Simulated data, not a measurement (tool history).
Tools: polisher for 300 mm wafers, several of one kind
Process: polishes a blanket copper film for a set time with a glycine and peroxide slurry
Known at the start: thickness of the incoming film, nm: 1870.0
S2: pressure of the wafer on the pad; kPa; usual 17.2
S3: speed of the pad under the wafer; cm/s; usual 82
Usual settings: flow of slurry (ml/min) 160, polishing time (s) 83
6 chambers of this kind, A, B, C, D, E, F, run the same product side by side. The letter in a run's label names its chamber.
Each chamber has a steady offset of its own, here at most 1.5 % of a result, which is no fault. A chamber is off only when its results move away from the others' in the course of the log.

run 1B hour=9.3 | flow_of_slurry_(ml/min)=160 S2=17.2 S3=82 polishing_time_(s)=83 | film_removed_(Å)=3389.9
run 2E hour=15.7 | flow_of_slurry_(ml/min)=160 S2=17.2 S3=82 polishing_time_(s)=83 | film_removed_(Å)=3321.7
run 3D hour=23.7 | flow_of_slurry_(ml/min)=160 S2=17.2 S3=82 polishing_time_(s)=83 | film_removed_(Å)=3362.7
-- hour=30.0 chamber A: head pressure recalibrated
run 4A hour=31.7 | flow_of_slurry_(ml/min)=160 S2=17.2 S3=82 polishing_time_(s)=83 | film_removed_(Å)=3302.1
-- hour=35.8 chamber E: worn pad replaced by a new one
-- hour=40.6 chamber C: worn pad replaced by a new one
run 5C hour=41.0 | flow_of_slurry_(ml/min)=160 S2=17.2 S3=82 polishing_time_(s)=83 | film_removed_(Å)=3364.0
-- hour=45.1 chamber C: slurry nozzle cleaned
run 6F hour=54.0 | flow_of_slurry_(ml/min)=160 S2=17.2 S3=82 polishing_time_(s)=83 | film_removed_(Å)=3359.1
run 7C hour=65.6 | flow_of_slurry_(ml/min)=110 S2=17.2 S3=100 polishing_time_(s)=83 | film_removed_(Å)=3768.1
-- hour=72.2 chamber F: worn pad replaced by a new one
run 8F hour=77.4 | flow_of_slurry_(ml/min)=110 S2=17.2 S3=100 polishing_time_(s)=83 | film_removed_(Å)=3639.6
-- hour=81.0 chamber B: worn pad replaced by a new one
run 9D hour=84.1 | flow_of_slurry_(ml/min)=110 S2=17.2 S3=100 polishing_time_(s)=83 | film_removed_(Å)=3702.1
run 10B hour=91.3 | flow_of_slurry_(ml/min)=110 S2=17.2 S3=100 polishing_time_(s)=83 | film_removed_(Å)=3654.3
-- hour=94.5 chamber A: worn pad replaced by a new one
run 11A hour=101.4 | flow_of_slurry_(ml/min)=110 S2=17.2 S3=100 polishing_time_(s)=83 | film_removed_(Å)=3591.1
run 12E hour=110.8 | flow_of_slurry_(ml/min)=110 S2=17.2 S3=100 polishing_time_(s)=83 | film_removed_(Å)=3650.0
-- hour=121.9 chamber E: worn pad replaced by a new one
run 13E hour=122.3 | flow_of_slurry_(ml/min)=160 S2=17.2 S3=82 polishing_time_(s)=83 | film_removed_(Å)=3290.0
-- hour=126.2 chamber C: worn pad replaced by a new one
-- hour=129.1 chamber A: slurry nozzle cleaned
-- hour=130.1 chamber E: slurry nozzle cleaned
-- hour=133.3 chamber F: head pressure recalibrated
run 14F hour=134.0 | flow_of_slurry_(ml/min)=160 S2=17.2 S3=82 polishing_time_(s)=83 | film_removed_(Å)=3463.7
run 15C hour=147.4 | flow_of_slurry_(ml/min)=180 S2=17.2 S3=82 polishing_time_(s)=94 | film_removed_(Å)=3904.7
-- hour=148.9 chamber D: slurry nozzle cleaned
-- hour=149.4 chamber B: worn pad replaced by a new one
-- hour=157.3 chamber F: worn pad replaced by a new one
run 16D hour=159.1 | flow_of_slurry_(ml/min)=180 S2=17.2 S3=82 polishing_time_(s)=94 | film_removed_(Å)=3932.4
run 17B hour=168.3 | flow_of_slurry_(ml/min)=180 S2=17.2 S3=82 polishing_time_(s)=94 | film_removed_(Å)=3966.8
run 18A hour=174.2 | flow_of_slurry_(ml/min)=180 S2=17.2 S3=82 polishing_time_(s)=94 | film_removed_(Å)=3919.2
run 19E hour=182.3 | flow_of_slurry_(ml/min)=180 S2=17.2 S3=82 polishing_time_(s)=94 | film_removed_(Å)=3846.6
run 20D hour=189.5 | flow_of_slurry_(ml/min)=180 S2=17.2 S3=82 polishing_time_(s)=94 | film_removed_(Å)=3868.6
run 21A hour=199.6 | flow_of_slurry_(ml/min)=160 S2=17.2 S3=82 polishing_time_(s)=83 | film_removed_(Å)=3338.9
-- hour=209.8 chamber E: worn pad replaced by a new one
-- hour=212.7 chamber C: worn pad replaced by a new one
run 22C hour=212.9 | flow_of_slurry_(ml/min)=160 S2=17.2 S3=82 polishing_time_(s)=83 | film_removed_(Å)=3291.6
run 23F hour=224.7 | flow_of_slurry_(ml/min)=160 S2=17.2 S3=82 polishing_time_(s)=83 | film_removed_(Å)=3417.2
run 24B hour=231.0 | flow_of_slurry_(ml/min)=160 S2=17.2 S3=82 polishing_time_(s)=83 | film_removed_(Å)=3325.9
-- hour=237.2 chamber A: worn pad replaced by a new one
-- hour=237.6 chamber B: worn pad replaced by a new one
-- hour=238.4 chamber F: worn pad replaced by a new one
run 25D hour=242.1 | flow_of_slurry_(ml/min)=160 S2=17.2 S3=82 polishing_time_(s)=83 | film_removed_(Å)=3274.1
run 26F hour=248.6 | flow_of_slurry_(ml/min)=160 S2=17.2 S3=82 polishing_time_(s)=83 | film_removed_(Å)=3464.8
run 27C hour=256.1 | flow_of_slurry_(ml/min)=160 S2=17.2 S3=82 polishing_time_(s)=83 | film_removed_(Å)=3417.1
run 28B hour=263.6 | flow_of_slurry_(ml/min)=160 S2=17.2 S3=82 polishing_time_(s)=83 | film_removed_(Å)=3455.5
-- hour=272.0 chamber F: slurry nozzle cleaned
run 29A hour=272.2 | flow_of_slurry_(ml/min)=160 S2=17.2 S3=82 polishing_time_(s)=83 | film_removed_(Å)=3438.1
run 30E hour=283.5 | flow_of_slurry_(ml/min)=160 S2=17.2 S3=82 polishing_time_(s)=83 | film_removed_(Å)=3397.8
-- hour=287.7 chamber C: worn pad replaced by a new one
-- hour=291.9 chamber E: worn pad replaced by a new one
run 31A hour=295.0 | flow_of_slurry_(ml/min)=160 S2=17.2 S3=82 polishing_time_(s)=83 | film_removed_(Å)=3400.6
-- hour=302.1 chamber B: slurry nozzle cleaned
run 32E hour=305.2 | flow_of_slurry_(ml/min)=160 S2=17.2 S3=82 polishing_time_(s)=83 | film_removed_(Å)=3373.0
run 33C hour=316.4 | flow_of_slurry_(ml/min)=160 S2=17.2 S3=82 polishing_time_(s)=83 | film_removed_(Å)=3361.7
-- hour=316.6 chamber B: worn pad replaced by a new one
-- hour=323.7 chamber F: worn pad replaced by a new one
run 34B hour=324.2 | flow_of_slurry_(ml/min)=160 S2=13.1 S3=106 polishing_time_(s)=83 | film_removed_(Å)=3324.2
run 35F hour=330.4 | flow_of_slurry_(ml/min)=160 S2=13.1 S3=106 polishing_time_(s)=83 | film_removed_(Å)=3339.2
run 36D hour=336.4 | flow_of_slurry_(ml/min)=160 S2=13.1 S3=106 polishing_time_(s)=83 | film_removed_(Å)=3089.7
-- hour=344.0 chamber A: worn pad replaced by a new one
run 37F hour=349.3 | flow_of_slurry_(ml/min)=160 S2=13.1 S3=106 polishing_time_(s)=83 | film_removed_(Å)=3429.0
run 38A hour=355.8 | flow_of_slurry_(ml/min)=160 S2=13.1 S3=106 polishing_time_(s)=83 | film_removed_(Å)=3316.1
-- hour=360.1 chamber C: worn pad replaced by a new one
run 39E hour=366.3 | flow_of_slurry_(ml/min)=160 S2=13.1 S3=106 polishing_time_(s)=83 | film_removed_(Å)=3283.1
run 40B hour=374.7 | flow_of_slurry_(ml/min)=160 S2=17.2 S3=82 polishing_time_(s)=83 | film_removed_(Å)=3316.0
run 41C hour=380.8 | flow_of_slurry_(ml/min)=160 S2=17.2 S3=82 polishing_time_(s)=83 | film_removed_(Å)=3349.0

Next, every chamber runs the same settings. What will each give?
run 42A hour=390.4 | flow_of_slurry_(ml/min)=160 S2=17.2 S3=70 polishing_time_(s)=83 | film_removed_(Å)=?
run 42B hour=390.4 | flow_of_slurry_(ml/min)=160 S2=17.2 S3=70 polishing_time_(s)=83 | film_removed_(Å)=?
run 42C hour=390.4 | flow_of_slurry_(ml/min)=160 S2=17.2 S3=70 polishing_time_(s)=83 | film_removed_(Å)=?
run 42D hour=390.4 | flow_of_slurry_(ml/min)=160 S2=17.2 S3=70 polishing_time_(s)=83 | film_removed_(Å)=?
run 42E hour=390.4 | flow_of_slurry_(ml/min)=160 S2=17.2 S3=70 polishing_time_(s)=83 | film_removed_(Å)=?
run 42F hour=390.4 | flow_of_slurry_(ml/min)=160 S2=17.2 S3=70 polishing_time_(s)=83 | film_removed_(Å)=?

run=42A film_removed_(Å)=3024.8
run=42B film_removed_(Å)=3000.7
run=42C film_removed_(Å)=2977.4
run=42D film_removed_(Å)=2677.6
run=42E film_removed_(Å)=2945.6
run=42F film_removed_(Å)=2992.9

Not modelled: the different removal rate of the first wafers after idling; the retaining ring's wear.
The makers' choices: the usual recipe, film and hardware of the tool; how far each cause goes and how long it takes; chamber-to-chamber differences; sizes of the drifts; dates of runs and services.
